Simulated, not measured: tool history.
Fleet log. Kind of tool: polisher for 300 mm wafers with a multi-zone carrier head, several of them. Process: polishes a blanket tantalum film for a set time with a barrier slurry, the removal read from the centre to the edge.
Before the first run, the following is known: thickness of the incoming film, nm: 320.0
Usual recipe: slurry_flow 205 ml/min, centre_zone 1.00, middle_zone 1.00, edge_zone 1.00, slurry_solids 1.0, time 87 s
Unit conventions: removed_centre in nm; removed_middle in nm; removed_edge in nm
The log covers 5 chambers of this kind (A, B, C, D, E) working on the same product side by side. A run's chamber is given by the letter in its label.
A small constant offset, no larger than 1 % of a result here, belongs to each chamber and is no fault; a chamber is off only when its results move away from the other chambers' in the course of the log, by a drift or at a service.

run,day,slurry_flow,centre_zone,middle_zone,edge_zone,slurry_solids,time,removed_centre,removed_middle,removed_edge
# day 0.454: chamber D: edge zone pressure recalibrated
1A,0.529,205,1.00,1.00,1.00,1.0,87,100.230,99.696,100.810
# day 0.888: chamber C: edge zone pressure recalibrated
2D,0.917,205,1.00,1.00,1.00,1.0,87,100.800,98.684,97.696
3E,1.450,205,1.00,1.00,1.00,1.0,87,98.868,99.415,99.070
4C,2.075,205,1.00,1.00,1.00,1.0,87,99.220,99.259,99.127
5B,2.662,205,1.00,1.00,1.00,1.0,87,99.748,100.120,101.050
6E,3.196,205,1.00,1.00,1.00,1.0,87,100.960,100.160,99.799
# day 3.321: chamber C: centre zone pressure recalibrated
7D,3.583,205,1.00,1.00,1.00,1.0,87,100.860,100.950,99.148
8A,3.892,205,1.00,1.00,1.00,1.0,87,101.230,97.941,101.300
# day 4.042: chamber A: worn pad replaced by a new one
9B,4.254,205,1.00,1.00,1.00,1.0,87,100.740,101.060,100.550
# day 4.467: chamber D: worn pad replaced by a new one
10C,4.825,205,0.94,1.00,1.00,1.0,87,92.053,98.016,101.160
11E,5.162,205,0.94,1.00,1.00,1.0,87,91.749,100.200,98.948
12D,5.842,205,0.94,1.00,1.00,1.0,87,93.685,100.360,101.340
13C,6.188,205,0.94,1.00,1.00,1.0,87,92.951,99.332,99.815
14A,6.746,205,0.94,1.00,1.00,1.0,87,90.169,99.045,98.528
# day 7.058: chamber D: slurry nozzle cleaned
15B,7.342,205,1.00,1.00,1.00,1.0,87,99.249,99.956,100.130
16E,7.692,205,1.00,1.00,1.00,1.0,87,93.880,97.720,95.007
17D,8.283,205,1.00,1.00,1.00,1.0,87,101.600,99.164,101.350
# day 8.912: chamber C: worn pad replaced by a new one
18B,8.954,205,1.00,1.00,1.00,1.0,87,98.362,99.640,101.620
# day 9.208: chamber E: slurry nozzle cleaned
19C,9.508,205,1.00,1.00,1.00,1.0,87,99.344,98.131,98.130
# day 9.604: chamber A: worn pad replaced by a new one
20A,10.079,205,1.00,1.00,1.00,1.0,87,102.000,100.190,101.690
21A,10.508,205,1.00,1.00,1.00,1.0,87,97.266,98.533,101.830
22E,10.962,205,1.00,1.00,1.00,1.0,87,94.403,98.040,94.229
# day 11.292: chamber B: worn pad replaced by a new one
23C,11.579,205,1.00,1.00,1.09,1.1,87,102.560,102.900,108.240
24B,11.979,205,1.00,1.00,1.09,1.1,87,102.890,103.370,107.440
25D,12.367,205,1.00,1.00,1.09,1.1,87,101.550,104.770,108.380
# day 12.508: chamber D: worn pad replaced by a new one
# day 12.738: chamber D: centre zone pressure recalibrated
# day 12.942: chamber B: centre zone pressure recalibrated
26A,12.971,205,1.00,1.00,1.09,1.1,87,102.040,102.050,108.240
# day 13.029: chamber A: edge zone pressure recalibrated
27E,13.267,205,1.00,1.00,1.09,1.1,87,95.860,97.004,100.020
# day 13.433: chamber A: slurry nozzle cleaned
28B,13.646,205,1.00,1.00,1.00,1.0,87,101.280,99.825,98.599
29C,14.117,205,1.00,1.00,1.00,1.0,87,102.350,98.757,98.912
# day 14.554: chamber A: centre zone pressure recalibrated
30D,14.717,245,1.00,1.00,1.00,1.0,66,76.921,77.612,77.940
# day 15.096: chamber D: slurry nozzle cleaned
# day 15.233: chamber D: edge zone pressure recalibrated
31D,15.258,245,1.00,1.00,1.00,1.0,66,78.529,75.233,78.429
# day 15.688: chamber A: worn pad replaced by a new one
32E,15.821,245,1.00,1.00,1.00,1.0,66,69.661,71.456,70.983
33A,16.358,245,1.00,1.00,1.00,1.0,66,78.406,76.945,78.292
# day 16.567: chamber B: edge zone pressure recalibrated
34C,16.750,245,1.00,1.00,1.00,1.0,66,78.584,75.256,75.978
# day 17.246: chamber B: slurry nozzle cleaned
35B,17.425,205,1.00,1.00,1.00,1.0,87,100.600,99.855,99.089

Is one chamber off against the others, does the gauge drift, or is nothing wrong? If a chamber is off, say which, and what the likeliest cause is.

Chamber E drifts away from the others.
What lies behind it: removal rate lost through wear of the pad, % = 10.1.

Chamber E could run next with any of the 4 candidate recipes listed below; each alters the usual settings, and their results appear as question marks. Which one brings its results back in line with what the other chambers deliver on the usual settings?
To be in line, a result may differ from the other chambers' mean on the usual settings by at most: removed_centre 4.700 nm; removed_middle 4.300 nm; removed_edge 3.800 nm
36E-1,17.917,205,1.01,0.98,1.02,1.05,101,?,?,?
36E-2,17.917,205,1.01,0.98,1.01,1.00,97,?,?,?
36E-3,17.917,205,1.00,1.02,0.98,0.95,74,?,?,?
36E-4,17.917,205,1.00,1.01,0.99,1.00,79,?,?,?

Other chambers, usual settings, mean: removed_centre 99.994 nm; removed_middle 99.475 nm; removed_edge 99.851 nm
run,removed_centre,removed_middle,removed_edge
36E-1,106.870,104.990,106.190
36E-2,101.280,99.503,100.120
36E-3,75.346,77.638,74.070
36E-4,81.602,83.328,80.660
The answer is 36E-2, which returns the chamber to within the allowed miss of the others.
